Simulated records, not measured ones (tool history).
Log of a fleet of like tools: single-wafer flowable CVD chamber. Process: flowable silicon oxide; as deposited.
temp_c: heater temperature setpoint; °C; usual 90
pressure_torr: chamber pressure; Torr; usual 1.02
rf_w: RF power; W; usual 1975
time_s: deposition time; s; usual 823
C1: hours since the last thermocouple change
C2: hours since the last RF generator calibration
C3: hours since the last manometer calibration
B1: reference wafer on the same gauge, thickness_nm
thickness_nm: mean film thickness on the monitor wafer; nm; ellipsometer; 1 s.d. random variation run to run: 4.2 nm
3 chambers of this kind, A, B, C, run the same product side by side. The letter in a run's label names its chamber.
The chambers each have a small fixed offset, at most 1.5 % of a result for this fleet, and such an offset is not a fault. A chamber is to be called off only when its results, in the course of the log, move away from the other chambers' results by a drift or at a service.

run 1C hour=13.7 | temp_c=90 pressure_torr=1.02 rf_w=1975 time_s=823 | C1=388.6 C2=1600.6 C3=893.2 | B1=950.35 | thickness_nm=952.48
run 2B hour=27.3 | temp_c=90 pressure_torr=1.02 rf_w=1975 time_s=823 | C1=1419.3 C2=951.2 C3=361.4 | B1=950.42 | thickness_nm=928.47
run 3A hour=43.0 | temp_c=90 pressure_torr=1.02 rf_w=1975 time_s=823 | C1=1599.5 C2=230.9 C3=1002.9 | B1=950.30 | thickness_nm=940.10
run 4C hour=56.9 | temp_c=90 pressure_torr=1.02 rf_w=1975 time_s=823 | C1=431.8 C2=1643.8 C3=936.4 | B1=950.33 | thickness_nm=949.70
run 5A hour=66.7 | temp_c=90 pressure_torr=1.02 rf_w=1975 time_s=823 | C1=1623.2 C2=254.6 C3=1026.6 | B1=950.28 | thickness_nm=937.32
run 6B hour=81.6 | temp_c=90 pressure_torr=1.02 rf_w=1975 time_s=823 | C1=1473.6 C2=1005.5 C3=415.7 | B1=949.37 | thickness_nm=929.92
run 7A hour=91.0 | temp_c=90 pressure_torr=1.02 rf_w=1975 time_s=823 | C1=1647.5 C2=278.9 C3=1050.9 | B1=950.77 | thickness_nm=934.97
run 8B hour=101.7 | temp_c=90 pressure_torr=1.02 rf_w=1975 time_s=823 | C1=1493.7 C2=1025.6 C3=435.8 | B1=950.55 | thickness_nm=932.59
-- hour=107.1 chamber A: thermocouple changed; heater temperature recalibrated
run 9C hour=117.4 | temp_c=90 pressure_torr=1.02 rf_w=1975 time_s=823 | C1=492.3 C2=1704.3 C3=996.9 | B1=950.38 | thickness_nm=950.53
run 10C hour=126.3 | temp_c=90 pressure_torr=1.02 rf_w=1975 time_s=823 | C1=501.2 C2=1713.2 C3=1005.8 | B1=949.62 | thickness_nm=950.33
run 11B hour=135.4 | temp_c=90 pressure_torr=1.02 rf_w=1975 time_s=823 | C1=1527.4 C2=1059.3 C3=469.5 | B1=949.96 | thickness_nm=935.21
run 12A hour=146.3 | temp_c=90 pressure_torr=1.02 rf_w=1735 time_s=950 | C1=39.2 C2=334.2 C3=1106.2 | B1=949.34 | thickness_nm=993.02
run 13B hour=158.5 | temp_c=90 pressure_torr=1.02 rf_w=1735 time_s=950 | C1=1550.5 C2=1082.4 C3=492.6 | B1=950.37 | thickness_nm=1051.60
-- hour=162.1 chamber B: thermocouple changed; heater temperature recalibrated
run 14A hour=174.0 | temp_c=90 pressure_torr=1.02 rf_w=1735 time_s=950 | C1=66.9 C2=361.9 C3=1133.9 | B1=950.00 | thickness_nm=993.71
run 15C hour=189.7 | temp_c=90 pressure_torr=1.02 rf_w=1975 time_s=823 | C1=564.6 C2=1776.6 C3=1069.2 | B1=949.73 | thickness_nm=948.72
run 16C hour=201.1 | temp_c=90 pressure_torr=1.02 rf_w=1975 time_s=823 | C1=576.0 C2=1788.0 C3=1080.6 | B1=950.66 | thickness_nm=946.76
run 17A hour=216.9 | temp_c=90 pressure_torr=1.02 rf_w=1975 time_s=823 | C1=109.8 C2=404.8 C3=1176.8 | B1=950.09 | thickness_nm=883.12
run 18B hour=227.4 | temp_c=90 pressure_torr=1.02 rf_w=1975 time_s=823 | C1=65.4 C2=1151.3 C3=561.5 | B1=950.93 | thickness_nm=929.04
run 19B hour=237.0 | temp_c=90 pressure_torr=1.02 rf_w=1975 time_s=946 | C1=75.0 C2=1160.9 C3=571.1 | B1=950.38 | thickness_nm=1069.80
run 20A hour=250.3 | temp_c=90 pressure_torr=1.02 rf_w=1975 time_s=946 | C1=143.2 C2=438.2 C3=1210.2 | B1=951.09 | thickness_nm=1022.90
run 21C hour=266.4 | temp_c=90 pressure_torr=1.02 rf_w=1975 time_s=946 | C1=641.3 C2=1853.3 C3=1145.9 | B1=949.91 | thickness_nm=1087.70
run 22B hour=276.3 | temp_c=90 pressure_torr=1.02 rf_w=1975 time_s=823 | C1=114.3 C2=1200.2 C3=610.4 | B1=948.93 | thickness_nm=934.00
run 23C hour=292.6 | temp_c=90 pressure_torr=1.02 rf_w=1975 time_s=823 | C1=667.5 C2=1879.5 C3=1172.1 | B1=949.28 | thickness_nm=951.83

Which is it: a chamber that has drifted or been left off by a service, a gauge drift common to all chambers, or only each chamber's usual small offset? If a chamber is off, name it and its likeliest cause.

A service left chamber A off against the others.
What lies behind it: wafer temperature above the value expected at the setpoint (K) = 1.73.

Here are 4 candidates for chamber A's next run, each the usual settings with a change, their results left as question marks. Which one brings its results back in line with what the others give on the usual settings?
Allowed miss from the other chambers' usual-settings mean, per result, to count as in line: thickness_nm 15.00 nm
run 24A-1 hour=304.6 | temp_c=90 pressure_torr=1.03 rf_w=1975 time_s=829 | thickness_nm=?
run 24A-2 hour=304.6 | temp_c=90 pressure_torr=0.98 rf_w=1965 time_s=806 | thickness_nm=?
run 24A-3 hour=304.6 | temp_c=90 pressure_torr=1.02 rf_w=1760 time_s=823 | thickness_nm=?
run 24A-4 hour=304.6 | temp_c=90 pressure_torr=1.02 rf_w=1975 time_s=877 | thickness_nm=?

Mean of the other chambers on the usual settings: thickness_nm 943.00 nm
run=24A-1 thickness_nm=897.70
run=24A-2 thickness_nm=820.76
run=24A-3 thickness_nm=856.62
run=24A-4 thickness_nm=938.51
24A-4 is the one that brings the chamber's results back in line with the other chambers.

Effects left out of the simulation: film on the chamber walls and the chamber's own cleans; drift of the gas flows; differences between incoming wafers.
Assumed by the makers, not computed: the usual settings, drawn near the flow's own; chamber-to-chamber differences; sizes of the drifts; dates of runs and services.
